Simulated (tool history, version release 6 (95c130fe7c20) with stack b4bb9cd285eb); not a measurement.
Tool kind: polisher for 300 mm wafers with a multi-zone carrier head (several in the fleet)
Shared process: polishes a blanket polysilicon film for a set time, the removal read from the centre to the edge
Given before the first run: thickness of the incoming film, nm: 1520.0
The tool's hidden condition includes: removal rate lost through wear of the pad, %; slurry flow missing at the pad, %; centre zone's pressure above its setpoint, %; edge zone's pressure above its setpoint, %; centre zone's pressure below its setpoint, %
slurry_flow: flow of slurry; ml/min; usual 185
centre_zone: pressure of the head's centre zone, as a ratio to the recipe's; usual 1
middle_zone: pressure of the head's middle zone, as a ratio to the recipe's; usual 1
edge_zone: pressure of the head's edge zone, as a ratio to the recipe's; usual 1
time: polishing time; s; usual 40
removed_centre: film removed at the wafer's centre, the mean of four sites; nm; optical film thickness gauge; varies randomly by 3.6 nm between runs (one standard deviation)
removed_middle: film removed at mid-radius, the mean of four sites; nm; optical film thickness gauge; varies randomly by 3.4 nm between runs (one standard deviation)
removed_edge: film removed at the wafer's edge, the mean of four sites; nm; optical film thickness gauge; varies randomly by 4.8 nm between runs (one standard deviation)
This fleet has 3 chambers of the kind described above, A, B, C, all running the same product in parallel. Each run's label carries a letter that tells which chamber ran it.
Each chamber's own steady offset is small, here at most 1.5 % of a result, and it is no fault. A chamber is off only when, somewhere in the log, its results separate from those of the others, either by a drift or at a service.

run,day,slurry_flow,centre_zone,middle_zone,edge_zone,time,wafers polished on this pad,hours since the slurry nozzle was cleaned,hours since the centre zone pressure was calibrated,hours since the edge zone pressure was calibrated,removed_centre,removed_middle,removed_edge
1B,0.221,185,1,1,1,40,393,344.4,1189.4,17.2,333.8,333.46,334.8
2A,0.4,185,1,1,1,40,299,450.7,1354.5,38,341.2,344.18,329.44
3C,0.658,185,1,1,1,40,379,188.9,874.4,274.8,331.1,347.47,330.68
4A,1.012,185,1,1,1,40,578,465.4,1369.2,52.7,336.7,332.96,345.53
# day 1.262: chamber B: worn pad replaced by a new one
5C,1.383,185,1,1,1,40,710,206.3,891.8,292.2,338.9,343.97,332.7
# day 1.508: chamber A: worn pad replaced by a new one
6B,1.638,185,1,1,1,40,172,378.4,1223.4,51.2,335.31,334.22,337.41
7C,1.821,185,1,1,1,40,909,216.8,902.3,302.7,340.71,348.96,333.97
8B,2.058,185,1,1,1,40,364,388.5,1233.5,61.3,337.55,330.89,348.85
9A,2.412,185,1,1,1,40,413,499,1402.8,86.3,337.51,340.09,341.43
10A,2.6,185,0.92,1.06,1,40,499,503.5,1407.3,90.8,310.12,355.33,343.83
# day 2.746: chamber C: worn pad replaced by a new one
11C,2.892,185,0.92,1.06,1,40,66,242.5,928,328.4,303.23,365.55,336.11
# day 3.025: chamber B: worn pad replaced by a new one
12B,3.212,185,0.92,1.06,1,40,85,416.2,1261.2,89,305.38,352.68,342.24
# day 3.575: chamber A: worn pad replaced by a new one
13B,3.575,185,1,1,1,40,251,424.9,1269.9,97.7,332.56,339.74,339.16
# day 3.729: chamber A: slurry nozzle cleaned
14C,3.946,185,1,1,1,40,547,267.8,953.3,353.7,333.25,342,334.56
15A,4.267,185,1,1,1,40,317,13,1447.3,130.8,339.01,338.06,339.62
16C,4.496,185,1,1,1,40,798,281,966.5,366.9,331.55,335.31,340.19
# day 4.654: chamber B: slurry nozzle cleaned
17B,4.883,185,1,1,1,40,848,5.5,1301.3,129.1,336.76,335.03,342.19
# day 5.229: chamber B: worn pad replaced by a new one
18A,5.233,185,1,1,1,40,758,36.2,1470.5,154,335.35,332.44,339.54
# day 5.346: chamber C: worn pad replaced by a new one
# day 5.433: chamber B: centre zone pressure recalibrated
19A,5.492,185,1,1,0.96,47,876,42.4,1476.7,160.2,391.16,397.84,402.71
20B,5.729,185,1,1,0.96,47,230,25.8,7.2,149.4,429.99,393.53,389.86
# day 5.846: chamber A: worn pad replaced by a new one
21C,6.025,185,1,1,0.96,47,311,317.7,1003.2,403.6,389.86,397.84,379.08
22A,6.246,185,1,1,1,40,182,60.5,1494.8,178.3,333.56,343.55,340.83
# day 6.312: chamber C: edge zone pressure recalibrated
23B,6.629,185,1,1,1,40,640,47.4,28.8,171,363.83,333,344.86
24C,6.888,185,1,1,1,40,705,338.4,1023.9,13.9,339.98,348.17,343.75
25C,7.179,185,1,1,1,40,838,345.4,1030.9,20.9,333.25,340.45,329.77
# day 7.412: chamber B: worn pad replaced by a new one
26A,7.446,185,1,1,1,40,730,89.3,1523.6,207.1,337.12,345.19,329.86
# day 7.742: chamber A: worn pad replaced by a new one
27B,7.821,185,1,1,1,40,187,76,57.4,199.6,366.69,334.63,332.83
28A,8.125,185,1,1,1,40,175,105.6,1539.9,223.4,340.37,346.2,332.88
# day 8.171: chamber C: worn pad replaced by a new one
29B,8.504,185,1,1,1,40,499,92.4,73.8,216,369.2,337.78,333.6
30C,8.775,185,1,1,1,40,276,383.7,1069.2,59.2,332.9,335.53,332.24
31B,9.096,185,1,1,1,40,769,106.6,88,230.2,359.34,343.29,348.5
# day 9.221: chamber A: centre zone pressure recalibrated
32A,9.4,185,1,1,1,40,757,136.2,4.4,254,330.52,340.35,335.13
# day 9.567: chamber B: worn pad replaced by a new one
33C,9.725,185,1,1,1,40,709,406.5,1092,82,334.32,341.24,336.94
# day 9.808: chamber C: centre zone pressure recalibrated
34C,9.908,185,1,1,1,40,793,410.9,2.5,86.4,336.23,341.87,339.87
35B,10.183,185,1,1,1,40,282,132.7,114.1,256.3,363.16,334.08,334.19

Read the log: is a single chamber off, either drifting away or since a service, is the gauge that measures every chamber drifting, or is nothing wrong beyond small per-chamber offsets? Name any odd chamber and what most likely caused it.

A service on chamber B put it out of line with the rest.
Cause: centre zone's pressure above its setpoint, % = 7.69.

Below are 4 candidate recipes for chamber B's next run, each the usual settings with a change, their results shown as question marks. Which of them brings B's results back in line with what the other chambers give on the usual settings?
Maximum distance from the other chambers' mean on the usual settings for a result to count as in line: removed_centre 13 nm; removed_middle 12 nm; removed_edge 17 nm
36B-1,10.462,180,0.94,1.03,1.01,40,,,,,?,?,?
36B-2,10.462,180,0.88,1.05,1.03,39,,,,,?,?,?
36B-3,10.462,190,1.12,0.95,0.97,41,,,,,?,?,?
36B-4,10.462,190,1.07,0.97,0.99,40,,,,,?,?,?

Other chambers, usual settings, mean: removed_centre 335.56 nm; removed_middle 339.76 nm; removed_edge 336.25 nm
run,removed_centre,removed_middle,removed_edge
36B-1,339.02,342.38,340.98
36B-2,307.14,339.88,335.87
36B-3,425.19,328.38,344.61
36B-4,394.66,326.6,339.75
With 36B-1, the chamber falls back in line with the rest.

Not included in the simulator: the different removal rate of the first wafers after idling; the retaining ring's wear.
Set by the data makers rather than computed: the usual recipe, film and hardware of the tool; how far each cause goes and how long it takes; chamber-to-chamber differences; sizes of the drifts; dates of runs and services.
